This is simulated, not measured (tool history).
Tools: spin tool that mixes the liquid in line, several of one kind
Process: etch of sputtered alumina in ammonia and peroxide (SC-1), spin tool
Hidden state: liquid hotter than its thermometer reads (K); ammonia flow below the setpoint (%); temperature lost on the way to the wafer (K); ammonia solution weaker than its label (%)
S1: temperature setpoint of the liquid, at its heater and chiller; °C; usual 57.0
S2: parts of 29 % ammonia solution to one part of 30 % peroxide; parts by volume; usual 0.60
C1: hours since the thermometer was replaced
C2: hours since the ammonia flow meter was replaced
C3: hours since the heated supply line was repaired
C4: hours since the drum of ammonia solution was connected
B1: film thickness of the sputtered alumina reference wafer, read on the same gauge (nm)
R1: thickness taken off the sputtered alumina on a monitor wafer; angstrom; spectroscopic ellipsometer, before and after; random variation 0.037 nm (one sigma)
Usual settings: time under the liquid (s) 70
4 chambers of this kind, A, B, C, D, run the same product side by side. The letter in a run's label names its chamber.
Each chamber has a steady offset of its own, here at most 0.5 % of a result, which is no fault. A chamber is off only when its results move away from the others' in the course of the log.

run 1A day=0.283 | S1=57.0 S2=0.60 time_under_the_liquid_(s)=70 | C1=393.4 C2=1418.1 C3=818.5 C4=26.4 | B1=59.999 | R1=46.837
run 2B day=0.562 | S1=57.0 S2=0.60 time_under_the_liquid_(s)=70 | C1=1780.4 C2=90.1 C3=413.5 C4=114.9 | B1=60.006 | R1=46.530
run 3D day=0.921 | S1=57.0 S2=0.60 time_under_the_liquid_(s)=70 | C1=89.6 C2=1300.2 C3=3260.7 C4=112.0 | B1=59.975 | R1=46.372
run 4C day=1.200 | S1=57.0 S2=0.60 time_under_the_liquid_(s)=70 | C1=436.3 C2=802.3 C3=1116.9 C4=159.6 | B1=60.018 | R1=45.981
run 5A day=1.567 | S1=57.0 S2=0.60 time_under_the_liquid_(s)=70 | C1=424.2 C2=1448.9 C3=849.3 C4=57.2 | B1=60.021 | R1=46.989
run 6B day=1.929 | S1=50.0 S2=0.85 time_under_the_liquid_(s)=70 | C1=1813.2 C2=122.9 C3=446.3 C4=147.7 | B1=60.014 | R1=33.048
run 7C day=2.379 | S1=50.0 S2=0.85 time_under_the_liquid_(s)=70 | C1=464.6 C2=830.6 C3=1145.2 C4=187.9 | B1=59.986 | R1=33.582
run 8D day=2.742 | S1=50.0 S2=0.85 time_under_the_liquid_(s)=70 | C1=133.3 C2=1343.9 C3=3304.4 C4=155.7 | B1=60.007 | R1=32.855
run 9C day=3.242 | S1=50.0 S2=0.85 time_under_the_liquid_(s)=70 | C1=485.3 C2=851.3 C3=1165.9 C4=208.6 | B1=59.998 | R1=32.959
run 10B day=3.796 | S1=57.0 S2=0.60 time_under_the_liquid_(s)=70 | C1=1858.0 C2=167.7 C3=491.1 C4=192.5 | B1=60.022 | R1=46.824
run 11D day=4.354 | S1=57.0 S2=0.60 time_under_the_liquid_(s)=70 | C1=172.0 C2=1382.6 C3=3343.1 C4=194.4 | B1=60.004 | R1=45.723
run 12A day=4.708 | S1=57.0 S2=0.60 time_under_the_liquid_(s)=70 | C1=499.6 C2=1524.3 C3=924.7 C4=132.6 | B1=59.997 | R1=47.278
run 13A day=5.175 | S1=57.0 S2=0.60 time_under_the_liquid_(s)=70 | C1=510.8 C2=1535.5 C3=935.9 C4=143.8 | B1=59.986 | R1=47.185
run 14B day=5.467 | S1=57.0 S2=0.60 time_under_the_liquid_(s)=70 | C1=1898.1 C2=207.8 C3=531.2 C4=232.6 | B1=59.978 | R1=46.506
run 15D day=5.962 | S1=57.0 S2=0.60 time_under_the_liquid_(s)=70 | C1=210.6 C2=1421.2 C3=3381.7 C4=233.0 | B1=59.995 | R1=46.180
run 16C day=6.446 | S1=57.0 S2=0.60 time_under_the_liquid_(s)=70 | C1=562.2 C2=928.2 C3=1242.8 C4=285.5 | B1=60.041 | R1=48.052
run 17C day=6.871 | S1=57.0 S2=0.75 time_under_the_liquid_(s)=70 | C1=572.4 C2=938.4 C3=1253.0 C4=295.7 | B1=60.003 | R1=50.279
run 18B day=7.283 | S1=57.0 S2=0.75 time_under_the_liquid_(s)=70 | C1=1941.7 C2=251.4 C3=574.8 C4=276.2 | B1=60.020 | R1=47.899
run 19D day=7.829 | S1=57.0 S2=0.75 time_under_the_liquid_(s)=70 | C1=255.4 C2=1466.0 C3=3426.5 C4=277.8 | B1=59.999 | R1=47.055
run 20A day=8.117 | S1=57.0 S2=0.75 time_under_the_liquid_(s)=70 | C1=581.4 C2=1606.1 C3=1006.5 C4=214.4 | B1=60.048 | R1=47.567
run 21D day=8.571 | S1=57.0 S2=0.60 time_under_the_liquid_(s)=70 | C1=273.2 C2=1483.8 C3=3444.3 C4=295.6 | B1=59.995 | R1=45.503
run 22A day=9.104 | S1=57.0 S2=0.60 time_under_the_liquid_(s)=70 | C1=605.1 C2=1629.8 C3=1030.2 C4=238.1 | B1=59.992 | R1=46.675
run 23B day=9.529 | S1=57.0 S2=0.60 time_under_the_liquid_(s)=70 | C1=1995.6 C2=305.3 C3=628.7 C4=330.1 | B1=60.017 | R1=47.225
-- day=9.533 chamber C: heated supply line repaired
-- day=9.821 chamber D: heated supply line repaired
run 24C day=10.092 | S1=57.0 S2=0.60 time_under_the_liquid_(s)=70 | C1=649.7 C2=1015.7 C3=13.5 C4=373.0 | B1=60.035 | R1=51.184
-- day=10.104 chamber C: ammonia flow meter replaced
run 25A day=10.367 | S1=48.5 S2=0.60 time_under_the_liquid_(s)=70 | C1=635.4 C2=1660.1 C3=1060.5 C4=268.4 | B1=60.032 | R1=29.345
run 26C day=10.675 | S1=48.5 S2=0.60 time_under_the_liquid_(s)=70 | C1=663.7 C2=13.8 C3=27.5 C4=387.0 | B1=60.011 | R1=32.839
run 27D day=11.108 | S1=48.5 S2=0.60 time_under_the_liquid_(s)=70 | C1=334.1 C2=1544.7 C3=31.0 C4=356.5 | B1=60.014 | R1=29.147
run 28B day=11.558 | S1=48.5 S2=0.60 time_under_the_liquid_(s)=70 | C1=2044.3 C2=354.0 C3=677.4 C4=378.8 | B1=59.978 | R1=29.414

Is one chamber off against the others, does the gauge drift, or is nothing wrong? If a chamber is off, say which, and what the likeliest cause is.

Chamber C drifts away from the others.
Cause: liquid hotter than its thermometer reads (K) = 2.17.

Here are 4 candidates for chamber C's next run, each the usual settings with a change, their results left as question marks. Which one brings its results back in line with what the others give on the usual settings?
In line means no further than this from the other chambers' mean on the usual settings: R1 1.300 angstrom
run 29C-1 day=11.967 | S1=56.5 S2=0.60 time_under_the_liquid_(s)=65 | R1=?
run 29C-2 day=11.967 | S1=56.0 S2=0.60 time_under_the_liquid_(s)=70 | R1=?
run 29C-3 day=11.967 | S1=59.0 S2=0.60 time_under_the_liquid_(s)=70 | R1=?
run 29C-4 day=11.967 | S1=58.0 S2=0.60 time_under_the_liquid_(s)=70 | R1=?

The other chambers' mean on the usual settings: R1 46.619 angstrom
run=29C-1 R1=46.997
run=29C-2 R1=49.316
run=29C-3 R1=57.460
run=29C-4 R1=54.625
29C-1 brings the chamber back in line.
